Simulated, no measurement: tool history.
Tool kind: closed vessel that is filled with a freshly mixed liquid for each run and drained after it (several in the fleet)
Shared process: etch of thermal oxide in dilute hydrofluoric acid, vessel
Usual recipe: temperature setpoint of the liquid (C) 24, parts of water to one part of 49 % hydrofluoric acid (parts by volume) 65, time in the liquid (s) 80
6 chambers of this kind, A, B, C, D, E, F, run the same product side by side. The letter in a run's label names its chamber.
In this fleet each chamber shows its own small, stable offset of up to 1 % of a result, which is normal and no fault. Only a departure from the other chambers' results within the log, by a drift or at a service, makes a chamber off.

run	hour	temperature setpoint of the liquid (C)	parts of water to one part of 49 % hydrofluoric acid (parts by volume)	time in the liquid (s)	read-back film thickness of the thermal oxide reference wafer, read on the same gauge (nm)	thickness taken off the thermal oxide on a monitor wafer (angstrom)
1C	4.6	24	65	80	110	59.177
2D	10.1	24	65	80	110	59.499
3B	15.2	24	65	80	110	59.221
4A	17.8	24	65	80	110	59.611
5E	20.5	24	65	80	110	60.049
6F	23.1	24	65	80	110	59.614
7F	28.3	24	65	80	110	59.048
8C	31.3	24	65	115	110.01	84.029
9B	35.4	24	65	115	109.99	85.074
10D	38.4	24	65	115	109.98	84.213
11A	42.3	24	65	115	109.99	84.913
12E	45.6	24	65	115	110.01	85.585
13C	50.1	24	65	115	109.98	84.661
14A	54.5	24	80	45	110	26.927
15E	57.5	24	80	45	109.99	26.585
16F	61	24	80	45	110.01	26.89
17B	66.5	24	80	45	110.01	26.052
18D	69.4	24	80	45	110.02	26.578
19D	72.8	24	80	45	110.01	26.695
20E	76.8	20.5	65	110	109.99	71.833
21C	81.6	20.5	65	110	110	70.55
22F	85.9	20.5	65	110	110.01	72.774
23A	89	20.5	65	110	110	70.705
24B	93.6	20.5	65	110	110.01	69.364
25F	97.1	20.5	65	110	109.99	73.072
26A	100.3	24	65	80	110.01	59.241
27E	104.9	24	65	80	110.02	59.562
28D	108.5	24	65	80	110	60.092
29C	112.8	20.5	65	100	109.99	64.188
30B	116.6	20.5	65	100	110.01	65.278
# hour 118.6: chamber D: thermometer replaced
31C	121.1	20.5	65	100	110	65.324
32E	125.2	20.5	65	100	109.99	64.268
33A	129.6	20.5	65	100	109.99	64.203
34B	132.5	20.5	65	100	109.99	64.358
35F	137.7	24	65	80	109.99	62.902
36D	143	24	65	80	109.99	58.699
37E	148.4	24	65	80	110	59.46
38F	152.3	24	65	80	109.99	61.958

Which is it: a chamber that has drifted or been left off by a service, a gauge drift common to all chambers, or only each chamber's usual small offset? If a chamber is off, name it and its likeliest cause.

It is chamber F that slowly wanders off from its peers.
Likeliest cause: hydrofluoric acid flow above the setpoint (%) = 7.05.
The log might look much the same if the cause were instead: liquid hotter than its thermometer reads (K).

Below are 4 candidate recipes for chamber F's next run, each the usual settings with a change, their results shown as question marks. Which of them brings F's results back in line with what the other chambers give on the usual settings?
Allowed miss from the other chambers' usual-settings mean, per result, to count as in line: thickness taken off the thermal oxide on a monitor wafer (angstrom) 1.7
39F-1	156.2	24	65	85		?
39F-2	156.2	24.5	65	80		?
39F-3	156.2	24	65	75		?
39F-4	156.2	23.5	65	80		?

What the other chambers average on the usual settings: thickness taken off the thermal oxide on a monitor wafer (angstrom) 59.299
run	thickness taken off the thermal oxide on a monitor wafer (angstrom)
39F-1	67.136
39F-2	64.486
39F-3	59.237
39F-4	61.908
The answer is 39F-3, which returns the chamber to within the allowed miss of the others.

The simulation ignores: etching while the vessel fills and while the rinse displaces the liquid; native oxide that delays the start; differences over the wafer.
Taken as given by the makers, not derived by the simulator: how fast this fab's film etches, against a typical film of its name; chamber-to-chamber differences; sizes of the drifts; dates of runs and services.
